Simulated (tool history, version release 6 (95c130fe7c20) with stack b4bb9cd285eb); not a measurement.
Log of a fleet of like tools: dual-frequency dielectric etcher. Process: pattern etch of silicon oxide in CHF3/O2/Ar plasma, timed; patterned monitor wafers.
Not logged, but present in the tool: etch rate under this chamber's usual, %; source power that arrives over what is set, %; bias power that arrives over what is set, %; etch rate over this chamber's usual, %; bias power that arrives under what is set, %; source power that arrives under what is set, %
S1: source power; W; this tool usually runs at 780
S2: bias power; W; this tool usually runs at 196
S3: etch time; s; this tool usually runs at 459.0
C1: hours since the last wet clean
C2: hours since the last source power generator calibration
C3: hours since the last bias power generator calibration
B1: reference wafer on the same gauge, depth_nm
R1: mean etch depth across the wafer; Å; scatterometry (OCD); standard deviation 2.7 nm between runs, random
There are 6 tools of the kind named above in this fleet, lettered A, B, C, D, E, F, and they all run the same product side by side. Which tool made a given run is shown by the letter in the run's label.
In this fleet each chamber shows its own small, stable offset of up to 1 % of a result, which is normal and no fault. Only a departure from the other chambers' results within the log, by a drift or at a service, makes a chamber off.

run,hour,S1,S2,S3,C1,C2,C3,B1,R1
1E,8.8,780,196,459.0,355.4,1901.0,1782.7,1090.0,10291.0
2B,16.2,780,196,459.0,85.7,2032.5,1328.7,1090.7,10398.0
3D,22.5,780,196,459.0,320.5,1135.4,4122.2,1090.1,10257.0
4C,26.8,780,196,459.0,512.2,2863.8,1461.6,1089.5,10344.0
5F,34.2,780,196,459.0,103.8,1460.8,2338.0,1090.7,10307.0
6A,39.8,780,196,459.0,325.0,587.4,3452.3,1089.9,10269.0
7B,48.5,780,196,459.0,118.0,2064.8,1361.0,1090.6,10376.0
8A,56.7,870,174,459.0,341.9,604.3,3469.2,1089.7,10345.0
# hour 59.5: chamber C: wet clean of the chamber
9F,66.0,870,174,459.0,135.6,1492.6,2369.8,1090.3,10338.0
10C,70.9,870,174,459.0,11.5,2907.9,1505.7,1089.3,10367.0
11E,78.1,870,174,459.0,424.7,1970.3,1852.0,1089.6,10404.0
12D,83.4,870,174,459.0,381.4,1196.3,4183.1,1089.9,10308.0
# hour 90.2: chamber A: bias power generator calibrated
13F,90.6,870,174,459.0,160.2,1517.2,2394.4,1089.7,10331.0
14A,97.7,780,196,459.0,382.9,645.3,7.5,1089.6,10303.0
15C,103.7,780,158,459.0,44.3,2940.7,1538.5,1090.1,9641.3
16E,109.4,780,158,459.0,456.0,2001.6,1883.3,1090.0,9639.1
17D,117.7,780,158,459.0,415.7,1230.6,4217.4,1089.6,9576.9
18B,122.4,780,158,459.0,191.9,2138.7,1434.9,1089.4,9648.9
# hour 123.1: chamber E: wet clean of the chamber
19D,131.9,780,158,459.0,429.9,1244.8,4231.6,1091.0,9578.1
20A,138.8,780,158,459.0,424.0,686.4,48.6,1089.5,9603.8
21B,144.0,780,223,549.0,213.5,2160.3,1456.5,1090.0,12953.0
22F,148.2,780,223,549.0,217.8,1574.8,2452.0,1089.6,12813.0
23E,155.3,780,223,549.0,32.3,2047.5,1929.2,1090.6,12878.0
24C,161.0,780,223,549.0,101.6,2998.0,1595.8,1089.9,12982.0
25D,170.6,780,223,549.0,468.6,1283.5,4270.3,1089.7,12844.0
# hour 177.1: chamber A: wet clean of the chamber
26A,178.4,780,223,549.0,1.4,726.0,88.2,1089.5,12432.0
27E,184.1,660,196,367.5,61.1,2076.3,1958.0,1089.9,7742.8
28B,188.3,660,196,367.5,257.8,2204.6,1500.8,1090.7,7767.5
29C,196.2,660,196,367.5,136.8,3033.2,1631.0,1089.8,7776.9
30F,205.3,660,196,367.5,274.9,1631.9,2509.1,1090.6,7728.3
31C,212.9,660,196,367.5,153.5,3049.9,1647.7,1089.3,7748.6
32F,218.2,660,196,367.5,287.8,1644.8,2522.0,1090.9,7779.4
33D,226.1,780,196,459.0,524.1,1339.0,4325.8,1089.4,10248.0
# hour 231.4: chamber D: wet clean of the chamber
34E,232.8,780,196,459.0,109.8,2125.0,2006.7,1089.9,10267.0
35B,241.4,780,196,459.0,310.9,2257.7,1553.9,1090.5,10340.0
36A,247.9,780,196,506.5,70.9,795.5,157.7,1090.1,10989.0
37D,253.2,780,196,506.5,21.9,1366.1,4352.9,1090.2,11319.0
38B,261.0,780,196,506.5,330.5,2277.3,1573.5,1090.0,11426.0
39A,265.8,780,196,506.5,88.8,813.4,175.6,1089.3,10939.0
40E,275.1,780,196,506.5,152.1,2167.3,2049.0,1090.1,11406.0
41C,281.6,780,196,506.5,222.2,3118.6,1716.4,1089.3,11412.0

The same settings go to every chamber for the next run, one line per chamber below. Forecast the results for each:
42A,288.6,780,196,459.0,,,,,?
42B,288.6,780,196,459.0,,,,,?
42C,288.6,780,196,459.0,,,,,?
42D,288.6,780,196,459.0,,,,,?
42E,288.6,780,196,459.0,,,,,?
42F,288.6,780,196,459.0,,,,,?

run,R1
42A,9927.1
42B,10381.0
42C,10371.0
42D,10298.0
42E,10288.0
42F,10319.0

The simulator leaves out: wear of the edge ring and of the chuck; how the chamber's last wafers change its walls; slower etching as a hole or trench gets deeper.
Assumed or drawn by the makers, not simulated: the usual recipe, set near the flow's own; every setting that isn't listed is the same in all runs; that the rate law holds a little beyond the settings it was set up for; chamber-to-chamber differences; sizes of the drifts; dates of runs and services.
